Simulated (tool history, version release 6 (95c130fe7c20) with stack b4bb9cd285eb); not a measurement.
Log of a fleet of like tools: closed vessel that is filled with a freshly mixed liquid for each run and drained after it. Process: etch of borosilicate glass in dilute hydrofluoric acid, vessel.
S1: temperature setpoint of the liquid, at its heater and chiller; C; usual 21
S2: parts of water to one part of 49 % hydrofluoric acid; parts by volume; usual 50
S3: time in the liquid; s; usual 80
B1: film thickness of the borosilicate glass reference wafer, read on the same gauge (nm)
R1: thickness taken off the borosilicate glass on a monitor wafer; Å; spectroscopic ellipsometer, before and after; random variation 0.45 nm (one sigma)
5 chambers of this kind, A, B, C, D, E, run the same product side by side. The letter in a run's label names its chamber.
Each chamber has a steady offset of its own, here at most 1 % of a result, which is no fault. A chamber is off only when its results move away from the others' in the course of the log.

run	hour	S1	S2	S3	B1	R1
1E	11.3	21	50	80	39.982	462.27
2C	23.6	21	50	80	40.003	464.11
3A	30.7	21	50	80	40.001	468.31
# hour 36.5: chamber D: hydrofluoric acid flow meter replaced
4D	41.3	21	50	80	40.034	463.98
5B	46.8	21	50	80	40.035	469.52
6B	55.2	17	50	115	39.966	560.24
7C	64.3	17	50	115	40.024	563.41
8E	72.8	17	50	115	39.971	574.2
9D	78.9	17	50	115	40.012	571.58
10A	86.9	17	50	115	39.993	556.59
11D	95.6	21	50	80	39.995	468.05
12E	106.3	21	50	80	40.018	474.33
# hour 114.7: chamber B: hydrofluoric acid flow meter replaced
13A	117	21	50	80	39.955	463.35
14B	128.3	21	50	80	40.006	477.19
15C	140.5	21	50	80	39.978	461.7
16E	151.3	21	50	80	40.008	470.92
17C	159.6	21	50	80	39.985	464.77
18D	171.5	21	50	80	40.018	467.76
19A	180.1	21	50	80	40.025	454.58
20B	189.9	21	50	45	40.019	270.85
21A	202.4	21	50	45	40.012	262.88
22E	214.9	21	50	45	39.993	263.53
23C	221.4	21	50	45	39.983	261.27
# hour 233.6: chamber A: hydrofluoric acid flow meter replaced
24D	233.9	21	50	45	39.996	262.11
25B	245.5	21	50	80	40.026	492.38
26D	251.6	21	50	80	39.978	459.91
27E	257.8	21	50	80	39.994	468.01
28A	263.8	21	50	80	40.043	470.75
29B	272	21	50	80	40.002	496.3
30C	281.2	21	50	80	39.976	464.64
31C	289.4	21	50	80	40.002	464.03
32B	298.1	21	50	80	40.013	495.2
33D	310.5	21	50	80	39.976	468.46
34E	322.7	21	35	80	40.015	676.8
35A	335.3	21	35	80	39.991	667.26
# hour 343.8: chamber A: thermometer replaced
36C	344.8	21	35	80	40.025	675.58
37E	351.7	21	35	80	40.004	695.82
38A	363.6	21	35	80	40.019	683.17
39D	375.3	21	50	80	39.996	470.25
40B	380.8	21	50	80	39.986	514.16
41B	389.2	21	50	80	39.997	517.28
42A	401.8	21	50	80	40.005	472.7
43E	408.8	21	50	80	40.011	478.28

All 5 chambers run these settings next. Forecast each chamber's results:
44A	418	21	50	65		?
44B	418	21	50	65		?
44C	418	21	50	65		?
44D	418	21	50	65		?
44E	418	21	50	65		?

run	R1
44A	376.92
44B	420.08
44C	379.33
44D	379.57
44E	380.34
